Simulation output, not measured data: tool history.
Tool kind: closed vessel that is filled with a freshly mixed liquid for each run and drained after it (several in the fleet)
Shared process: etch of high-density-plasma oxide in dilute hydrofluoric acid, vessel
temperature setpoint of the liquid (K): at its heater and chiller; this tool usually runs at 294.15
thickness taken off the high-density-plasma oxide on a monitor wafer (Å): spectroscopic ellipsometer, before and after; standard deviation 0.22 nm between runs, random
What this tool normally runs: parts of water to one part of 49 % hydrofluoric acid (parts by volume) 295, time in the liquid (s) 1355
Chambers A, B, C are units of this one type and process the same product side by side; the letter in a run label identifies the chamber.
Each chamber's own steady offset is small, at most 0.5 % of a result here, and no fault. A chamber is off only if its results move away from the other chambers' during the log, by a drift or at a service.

run,hour,temperature setpoint of the liquid (K),parts of water to one part of 49 % hydrofluoric acid (parts by volume),time in the liquid (s),hours since the thermometer was replaced,hours since the hydrofluoric acid flow meter was replaced,"read-back film thickness of the high-density-plasma oxide reference wafer, read on the same gauge (nm)",thickness taken off the high-density-plasma oxide on a monitor wafer (Å)
1B,9.2,294.15,295,1355,1584.8,1769.4,109.94,227.42
2C,23.7,294.15,295,1355,1117.9,1000.1,110.05,227.75
3A,33,294.15,295,1355,1835.5,316.5,109.96,227.32
4C,41.5,294.15,295,1355,1135.7,1017.9,109.98,226.65
# hour 46: chamber A: thermometer replaced
5A,51.1,294.15,295,1355,5.1,334.6,109.94,226.17
6B,63.7,294.15,295,1355,1639.3,1823.9,110,226.99
# hour 70.3: chamber C: hydrofluoric acid flow meter replaced
7A,74.4,294.15,295,1355,28.4,357.9,110.03,223.73
8C,88.6,294.15,295,1355,1182.8,18.3,109.99,228.05
9B,96.7,294.15,295,1355,1672.3,1856.9,110.01,226.01
10A,105.7,294.15,295,1355,59.7,389.2,109.98,227.04
11B,113.6,294.15,295,1355,1689.2,1873.8,110,227.85
12C,121.4,294.15,210,1945,1215.6,51.1,109.98,494.6
13C,133.1,294.15,210,1945,1227.3,62.8,109.99,493.51
14B,139.9,294.15,210,1945,1715.5,1900.1,109.98,488.48
15A,151.7,297.15,295,1355,105.7,435.2,109.99,251.98
16B,165.4,297.15,295,1355,1741,1925.6,110.02,248.94
17A,174.3,297.15,295,1355,128.3,457.8,110.02,253.03
18C,188.5,294.15,295,1355,1282.7,118.2,109.98,227.14
19C,201.7,294.15,295,1355,1295.9,131.4,109.94,228.45
20A,215,294.15,295,1355,169,498.5,109.99,219.89
21B,226.7,294.15,295,1355,1802.3,1986.9,110,231.98
22B,236.5,298.15,295,1355,1812.1,1996.7,109.96,255.93
23C,248.8,298.15,295,1355,1343,178.5,110,258.77
24A,261.9,298.15,295,1355,215.9,545.4,110.01,252.64
25C,276,294.15,295,1355,1370.2,205.7,110.02,222.96
26B,286.9,294.15,420,700,1862.5,2047.1,109.98,74.648
27A,297.7,294.15,420,700,251.7,581.2,109.97,70.438
28C,307.3,294.15,420,700,1401.5,237,110.01,75.419
29A,321.2,294.15,295,1355,275.2,604.7,110.09,216.1
30B,330,294.15,295,1355,1905.6,2090.2,110.02,228.53
31A,336.8,294.15,295,1355,290.8,620.3,110.01,215.73
32C,349.4,294.15,295,1355,1443.6,279.1,110.04,230
33B,363.8,294.15,295,1355,1939.4,2124,110.03,229.05
34A,374.2,294.15,295,1355,328.2,657.7,109.99,214.1
35C,382.5,294.15,295,1355,1476.7,312.2,110.02,222.7
36B,389.7,294.15,295,1355,1965.3,2149.9,110.02,229.04
# hour 396.4: chamber B: hydrofluoric acid flow meter replaced
37A,398.2,294.15,295,1355,352.2,681.7,109.99,213.54
38C,404.5,294.15,295,1355,1498.7,334.2,109.99,225.07
39B,412.9,294.15,295,1355,1988.5,16.5,110,223.72
40C,426.7,294.15,405,915,1520.9,356.4,110.01,100.13
41B,433.6,294.15,405,915,2009.2,37.2,110,101.59

All chambers now run identical settings, listed one chamber a line with results as question marks. What results will each chamber show?
42A,444,294.15,295,1355,,,,?
42B,444,294.15,295,1355,,,,?
42C,444,294.15,295,1355,,,,?

run,thickness taken off the high-density-plasma oxide on a monitor wafer (Å)
42A,210.94
42B,226.22
42C,225.37
